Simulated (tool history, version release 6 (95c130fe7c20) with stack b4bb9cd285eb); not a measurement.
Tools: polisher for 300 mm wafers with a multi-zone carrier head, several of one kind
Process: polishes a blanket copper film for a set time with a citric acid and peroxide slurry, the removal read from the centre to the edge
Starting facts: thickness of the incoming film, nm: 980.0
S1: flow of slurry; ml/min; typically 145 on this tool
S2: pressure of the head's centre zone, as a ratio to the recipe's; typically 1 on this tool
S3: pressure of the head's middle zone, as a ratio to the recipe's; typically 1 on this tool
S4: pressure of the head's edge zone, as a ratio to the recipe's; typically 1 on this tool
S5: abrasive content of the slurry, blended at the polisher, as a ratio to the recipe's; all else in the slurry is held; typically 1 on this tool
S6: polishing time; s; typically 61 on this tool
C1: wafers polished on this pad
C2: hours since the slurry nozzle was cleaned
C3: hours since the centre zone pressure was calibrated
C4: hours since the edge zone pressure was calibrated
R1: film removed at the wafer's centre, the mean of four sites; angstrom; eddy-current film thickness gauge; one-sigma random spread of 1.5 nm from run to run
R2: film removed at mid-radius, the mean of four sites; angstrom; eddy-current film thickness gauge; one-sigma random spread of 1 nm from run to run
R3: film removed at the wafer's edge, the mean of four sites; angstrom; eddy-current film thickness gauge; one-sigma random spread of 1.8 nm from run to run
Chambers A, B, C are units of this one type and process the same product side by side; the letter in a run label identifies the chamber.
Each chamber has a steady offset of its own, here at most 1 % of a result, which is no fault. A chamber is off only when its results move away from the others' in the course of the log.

run	hour	S1	S2	S3	S4	S5	S6	C1	C2	C3	C4	R1	R2	R3
1C	6	145	1	1	1	1	61	464	569	510.4	280.2	1560.8	1581.6	1576.7
2A	17.2	145	1	1	1	1	61	399	516.6	184.5	112.4	1591.1	1605.2	1610
3B	25.8	145	1	1	1	1	61	164	611.8	835.3	267	1583.1	1586.5	1558.4
4C	37.8	145	1	1	1	1	61	647	600.8	542.2	312	1575.4	1573.6	1573.5
5B	44.2	165	1	1	1	0.7	61	270	630.2	853.7	285.4	1509	1515.6	1486.3
6A	53.4	165	1	1	1	0.7	61	607	552.8	220.7	148.6	1507.7	1528.5	1490.7
7C	61.2	165	1	1	1	0.7	61	781	624.2	565.6	335.4	1520.3	1491	1478
8A	67.8	145	1	1	1	1	61	690	567.2	235.1	163	1591.9	1594.7	1610.1
# hour 68.1: chamber C: worn pad replaced by a new one
9B	75.9	145	1	1.11	0.93	1	61	452	661.9	885.4	317.1	1570.6	1727.4	1496.2
# hour 77: chamber B: worn pad replaced by a new one
10C	82	145	1	1.11	0.93	1	61	80	645	586.4	356.2	1587.1	1715.8	1497.7
11B	92.8	145	1	1.11	0.93	1	61	91	678.8	902.3	334	1582.6	1751.8	1551.9
# hour 97.6: chamber A: worn pad replaced by a new one
12A	103.8	145	1	1	1	1	61	35	603.2	271.1	199	1572.4	1599.2	1614.5
13A	111.4	145	1	1	1	1	61	79	610.8	278.7	206.6	1572.4	1606.4	1585.7
14C	119.2	145	1	1	1	1	61	294	682.2	623.6	393.4	1585.2	1570.5	1591.2
15B	129	145	1	1	1	1	61	299	715	938.5	370.2	1571.9	1563.9	1560
16C	135.3	180	1	1	1	1	54	387	698.3	639.7	409.5	1470.1	1442.2	1407.6
17B	141	180	1	1	1	1	54	368	727	950.5	382.2	1451.1	1445.6	1425.1
# hour 143.2: chamber C: edge zone pressure recalibrated
18A	151.6	180	1	1	1	1	54	310	651	318.9	246.8	1472.3	1459	1454.3
19C	157.1	145	1	1	1	1	61	512	720.1	661.5	14	1572	1556.2	1556.6
# hour 164.5: chamber B: worn pad replaced by a new one
20A	167.7	145	1	1	1	1.25	61	403	667.1	335	262.9	1691.1	1686.3	1656.6
# hour 168: chamber A: centre zone pressure recalibrated
21B	179.9	145	1	1	1	1.25	61	88	765.9	989.4	421.1	1674	1654.4	1676.3
# hour 182.8: chamber C: centre zone pressure recalibrated
22C	191.8	145	1	1	1	1.25	61	712	754.8	9.1	48.7	1477.3	1659.3	1640.4
# hour 196.7: chamber C: slurry nozzle cleaned
23B	198.7	145	1	1	1	1	61	197	784.7	1008.2	439.9	1569.7	1592.9	1581.3
# hour 201.4: chamber B: centre zone pressure recalibrated
# hour 203.5: chamber C: worn pad replaced by a new one
24A	207.7	145	1	1	1	1	61	633	707.1	39.7	302.9	1625.5	1592.9	1606.1
# hour 211.3: chamber A: worn pad replaced by a new one
25B	216.7	145	1	1	1	1	61	300	802.7	15.3	457.9	1567.7	1589.2	1570.3
26A	223.7	145	1	1	1	1	61	71	723.1	55.7	318.9	1594	1596	1598.8
27C	229.5	145	1	1	1	1	61	149	32.8	46.8	86.4	1441.6	1579.8	1560
28C	241.2	145	1	1	1	1	61	217	44.5	58.5	98.1	1432.7	1583.9	1574.8
29A	251.1	145	1	1	1	1	61	229	750.5	83.1	346.3	1592	1603.8	1583.3
30B	260.1	145	1	1	1	1	61	550	846.1	58.7	501.3	1571.5	1590.5	1581.8
# hour 260.6: chamber B: worn pad replaced by a new one
31B	271.6	145	1	1	1.06	1	61	63	857.6	70.2	512.8	1600.5	1570.9	1614.1
# hour 275.3: chamber A: slurry nozzle cleaned
32A	281.4	145	1	1	1.06	1	61	404	6.1	113.4	376.6	1560.7	1595	1632.7
33C	287.6	145	1	1	1.06	1	61	484	90.9	104.9	144.5	1400.7	1573.5	1597.5
34B	298.5	145	1	1	1	1	61	218	884.5	97.1	539.7	1594.7	1587.6	1584.1
35C	304.2	145	1	1	1	1	61	579	107.5	121.5	161.1	1422	1583.1	1567.9

Next, every chamber runs the same settings. What will each give?
36A	313.1	145	1	1	1	1.15	61					?	?	?
36B	313.1	145	1	1	1	1.15	61					?	?	?
36C	313.1	145	1	1	1	1.15	61					?	?	?

run	R1	R2	R3
36A	1631.3	1635.2	1645.9
36B	1614.3	1635.7	1639.7
36C	1470.1	1624.4	1630.3

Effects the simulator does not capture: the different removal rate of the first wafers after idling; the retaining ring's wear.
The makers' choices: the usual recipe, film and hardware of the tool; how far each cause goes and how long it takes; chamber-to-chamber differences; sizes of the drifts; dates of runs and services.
